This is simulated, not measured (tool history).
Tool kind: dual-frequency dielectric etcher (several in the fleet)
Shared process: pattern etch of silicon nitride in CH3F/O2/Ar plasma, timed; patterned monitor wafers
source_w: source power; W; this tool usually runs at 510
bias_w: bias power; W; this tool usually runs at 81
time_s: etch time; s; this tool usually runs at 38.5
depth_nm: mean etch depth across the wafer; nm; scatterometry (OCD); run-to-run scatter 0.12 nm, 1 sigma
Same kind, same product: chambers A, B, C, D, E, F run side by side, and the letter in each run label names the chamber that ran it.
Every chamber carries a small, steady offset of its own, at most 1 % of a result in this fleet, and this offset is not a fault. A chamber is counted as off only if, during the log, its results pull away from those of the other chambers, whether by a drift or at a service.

run	day	source_w	bias_w	time_s	read-back reference wafer on the same gauge, depth_nm	depth_nm
# day 0.229: chamber A: wet clean of the chamber
1C	0.296	510	81	38.5	31.091	30.733
2E	0.617	510	81	38.5	31.073	30.850
3D	1.008	510	81	38.5	31.102	31.023
4F	1.450	510	81	38.5	31.114	30.776
5B	1.675	510	81	38.5	31.079	30.591
# day 1.862: chamber A: bias power generator calibrated
6A	2.017	510	81	38.5	31.100	30.849
# day 2.083: chamber C: source power generator calibrated
7C	2.362	510	81	38.5	31.108	30.723
8F	2.621	510	81	38.5	31.113	31.089
# day 2.758: chamber E: source power generator calibrated
9E	2.950	510	81	38.5	31.064	30.669
10B	3.333	510	81	38.5	31.102	30.667
11A	3.592	510	81	38.5	31.099	30.637
12D	3.958	510	81	38.5	31.131	31.101
13F	4.288	510	81	38.5	31.053	30.936
14D	4.658	510	81	38.5	31.107	30.935
15B	5.088	510	81	38.5	31.079	30.675
16E	5.529	510	81	38.5	31.101	30.982
17A	5.896	510	81	38.5	31.100	30.738
18C	6.267	510	81	38.5	31.088	30.925
19B	6.617	510	81	38.5	31.106	30.437
20D	6.921	510	81	38.5	31.122	30.977
21C	7.146	510	81	38.5	31.098	30.842
22F	7.529	510	81	38.5	31.081	30.848
23E	7.892	510	81	38.5	31.111	30.971
24A	8.258	510	81	38.5	31.085	30.759
25F	8.458	510	81	38.5	31.083	31.053
26E	8.908	510	81	38.5	31.105	30.902
27D	9.354	510	81	38.5	31.096	31.046
28A	9.758	510	81	38.5	31.097	30.603
29B	9.996	430	81	38.5	31.082	28.710
30C	10.221	430	81	38.5	31.115	28.923
31F	10.596	430	81	38.5	31.085	29.105
32B	10.858	430	81	38.5	31.097	28.581
33A	11.071	430	81	38.5	31.105	28.956
34E	11.517	430	81	38.5	31.129	28.820
35D	11.729	510	81	38.5	31.142	31.059
36C	12.129	510	81	38.5	31.094	30.801

Predict what each chamber gives when all 6 of them run the settings below next.
37A	12.454	510	70	38.5		?
37B	12.454	510	70	38.5		?
37C	12.454	510	70	38.5		?
37D	12.454	510	70	38.5		?
37E	12.454	510	70	38.5		?
37F	12.454	510	70	38.5		?

run	depth_nm
37A	29.182
37B	29.168
37C	29.459
37D	29.362
37E	29.412
37F	29.206
